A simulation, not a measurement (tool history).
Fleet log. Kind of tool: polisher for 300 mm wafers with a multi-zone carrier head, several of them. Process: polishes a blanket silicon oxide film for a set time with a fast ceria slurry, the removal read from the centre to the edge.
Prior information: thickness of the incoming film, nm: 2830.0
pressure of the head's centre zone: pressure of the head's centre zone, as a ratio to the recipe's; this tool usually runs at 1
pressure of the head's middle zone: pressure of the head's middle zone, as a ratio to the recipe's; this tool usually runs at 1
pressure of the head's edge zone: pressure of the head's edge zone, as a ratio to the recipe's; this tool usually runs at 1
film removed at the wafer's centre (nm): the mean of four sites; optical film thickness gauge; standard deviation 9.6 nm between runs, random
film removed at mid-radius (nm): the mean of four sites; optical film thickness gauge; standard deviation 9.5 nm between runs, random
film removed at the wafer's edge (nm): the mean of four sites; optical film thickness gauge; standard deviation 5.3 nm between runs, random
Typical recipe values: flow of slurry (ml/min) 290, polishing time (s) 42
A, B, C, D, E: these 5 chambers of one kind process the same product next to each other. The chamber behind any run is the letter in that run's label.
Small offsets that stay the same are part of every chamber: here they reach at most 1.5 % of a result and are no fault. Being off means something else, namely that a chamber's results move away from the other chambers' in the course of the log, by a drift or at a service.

| run | hour | flow of slurry (ml/min) | pressure of the head's centre zone | pressure of the head's middle zone | pressure of the head's edge zone | polishing time (s) | film removed at the wafer's centre (nm) | film removed at mid-radius (nm) | film removed at the wafer's edge (nm) |
|---|---|---|---|---|---|---|---|---|---|
|  | 2.2 | chamber A: worn pad replaced by a new one |
| 1D | 7 | 290 | 1 | 1 | 1 | 42 | 681.28 | 654.5 | 680.21 |
| 2A | 18.4 | 290 | 1 | 1 | 1 | 42 | 669.17 | 672.22 | 682.37 |
| 3B | 23.7 | 290 | 1 | 1 | 1 | 42 | 673.95 | 660.21 | 670.82 |
| 4C | 29 | 290 | 1 | 1 | 1 | 42 | 671.67 | 698.5 | 674.74 |
| 5E | 40.4 | 290 | 1 | 1 | 1 | 30 | 481.7 | 475.46 | 487.47 |
|  | 43.4 | chamber E: worn pad replaced by a new one |
| 6C | 45.8 | 290 | 1 | 1 | 1 | 30 | 486.25 | 475.3 | 476.84 |
| 7A | 56.3 | 290 | 1 | 1 | 1 | 30 | 492.6 | 463.39 | 484.55 |
|  | 59.4 | chamber D: worn pad replaced by a new one |
|  | 64.1 | chamber B: slurry nozzle cleaned |
| 8E | 68 | 290 | 1 | 1 | 1 | 30 | 479.47 | 467.55 | 485.58 |
| 9D | 73.4 | 290 | 1 | 1 | 1 | 30 | 481.22 | 481.02 | 481.49 |
|  | 81.4 | chamber B: worn pad replaced by a new one |
| 10B | 82.2 | 290 | 1 | 1 | 1 | 42 | 684.07 | 685.38 | 672.57 |
| 11E | 92.2 | 290 | 1 | 1 | 1 | 42 | 648.96 | 672.84 | 674.78 |
| 12A | 100.7 | 370 | 1.1 | 1 | 1 | 42 | 767.57 | 678.57 | 686.49 |
|  | 106.4 | chamber C: worn pad replaced by a new one |
| 13D | 106.9 | 370 | 1.1 | 1 | 1 | 42 | 757.39 | 691.98 | 686.53 |
|  | 107.9 | chamber C: centre zone pressure recalibrated |
|  | 116 | chamber A: worn pad replaced by a new one |
| 14C | 117.3 | 370 | 1.1 | 1 | 1 | 42 | 788.96 | 698.25 | 693.25 |
|  | 123.1 | chamber D: worn pad replaced by a new one |
|  | 126.9 | chamber C: edge zone pressure recalibrated |
| 15B | 127.1 | 370 | 1.1 | 1 | 1 | 42 | 774.23 | 686.54 | 688.31 |
|  | 127.3 | chamber E: worn pad replaced by a new one |
| 16B | 135.8 | 370 | 1.1 | 1 | 1 | 42 | 794.04 | 701.73 | 679.75 |
| 17C | 145.7 | 290 | 1 | 1 | 1 | 42 | 654.74 | 681.78 | 676.63 |
| 18E | 154.1 | 290 | 1 | 1 | 1 | 42 | 633.03 | 676.69 | 673.91 |
| 19D | 161 | 290 | 1 | 1 | 1 | 42 | 665.31 | 664.59 | 665.05 |
|  | 162.1 | chamber B: worn pad replaced by a new one |
|  | 170.5 | chamber B: edge zone pressure recalibrated |
| 20A | 172.8 | 290 | 1 | 1 | 1 | 42 | 680.67 | 664.37 | 679.22 |
| 21D | 178.5 | 290 | 1 | 1 | 1 | 42 | 655.7 | 672.78 | 665.2 |
| 22B | 185.1 | 290 | 1 | 1 | 1 | 42 | 673.94 | 671.64 | 673.67 |
|  | 185.8 | chamber D: worn pad replaced by a new one |
|  | 186.8 | chamber E: slurry nozzle cleaned |
| 23C | 195.2 | 290 | 1 | 1 | 1 | 42 | 680.4 | 700.14 | 681.16 |
|  | 198.8 | chamber D: slurry nozzle cleaned |
| 24A | 204.9 | 290 | 1 | 1 | 1 | 42 | 670.11 | 674.11 | 669.72 |
|  | 208.7 | chamber C: worn pad replaced by a new one |
| 25E | 210.8 | 290 | 1 | 1 | 0.93 | 29 | 438.87 | 456 | 444.78 |
|  | 218.4 | chamber E: worn pad replaced by a new one |
| 26E | 219.2 | 290 | 1 | 1 | 0.93 | 29 | 434.53 | 448.48 | 447.68 |
| 27B | 229.3 | 290 | 1 | 1 | 0.93 | 29 | 462.56 | 461.11 | 447.81 |
| 28D | 239.4 | 290 | 1 | 1 | 0.93 | 29 | 459.8 | 475.3 | 451.01 |
|  | 243.5 | chamber A: worn pad replaced by a new one |
|  | 245.9 | chamber C: slurry nozzle cleaned |
| 29A | 250.9 | 290 | 1 | 1 | 0.93 | 29 | 469.69 | 454.68 | 444.87 |
|  | 255.7 | chamber B: worn pad replaced by a new one |
|  | 256.3 | chamber D: worn pad replaced by a new one |
| 30C | 261.6 | 290 | 1 | 1.07 | 1 | 42 | 680.8 | 718.6 | 677.81 |
| 31D | 268.6 | 290 | 1 | 1.07 | 1 | 42 | 677.55 | 726.37 | 669.02 |
| 32B | 276.3 | 290 | 1 | 1.07 | 1 | 42 | 685.18 | 716.54 | 674.53 |
| 33E | 281.8 | 290 | 1 | 1.07 | 1 | 42 | 606.09 | 704.02 | 678.29 |
| 34A | 289 | 290 | 1 | 1.07 | 1 | 42 | 662.95 | 712.77 | 677.71 |
|  | 289.5 | chamber B: centre zone pressure recalibrated |
| 35C | 296.1 | 260 | 1 | 1 | 1.12 | 42 | 652.46 | 683.22 | 718.94 |
| 36A | 301.4 | 260 | 1 | 1 | 1.12 | 42 | 657.22 | 669.29 | 706.52 |
| 37E | 307.7 | 260 | 1 | 1 | 1.12 | 42 | 578.39 | 655.66 | 721.46 |
| 38D | 315.1 | 260 | 1 | 1 | 1.12 | 42 | 666.16 | 658.39 | 709.88 |
|  | 315.7 | chamber E: worn pad replaced by a new one |
| 39C | 324.5 | 260 | 1 | 1 | 1.12 | 42 | 673.2 | 690.15 | 718.59 |
| 40B | 330.7 | 340 | 1 | 1 | 1 | 31 | 508.46 | 512.9 | 506.81 |
| 41E | 337.2 | 340 | 1 | 1 | 1 | 31 | 446.17 | 500.02 | 503.36 |
|  | 344.1 | chamber B: worn pad replaced by a new one |
| 42B | 348.8 | 340 | 1 | 1 | 1 | 31 | 516.19 | 506.5 | 501.73 |

Next, every chamber runs the same settings. What will each give?
| 43A | 357.4 | 290 | 1 | 1 | 1 | 42 | ? | ? | ? |
| 43B | 357.4 | 290 | 1 | 1 | 1 | 42 | ? | ? | ? |
| 43C | 357.4 | 290 | 1 | 1 | 1 | 42 | ? | ? | ? |
| 43D | 357.4 | 290 | 1 | 1 | 1 | 42 | ? | ? | ? |
| 43E | 357.4 | 290 | 1 | 1 | 1 | 42 | ? | ? | ? |

| run | film removed at the wafer's centre (nm) | film removed at mid-radius (nm) | film removed at the wafer's edge (nm) |
|---|---|---|---|
| 43A | 684.08 | 657.76 | 676.96 |
| 43B | 701.8 | 673.31 | 692.13 |
| 43C | 679.13 | 688.26 | 671.73 |
| 43D | 681.52 | 684.28 | 680.54 |
| 43E | 581.45 | 660.96 | 676.61 |
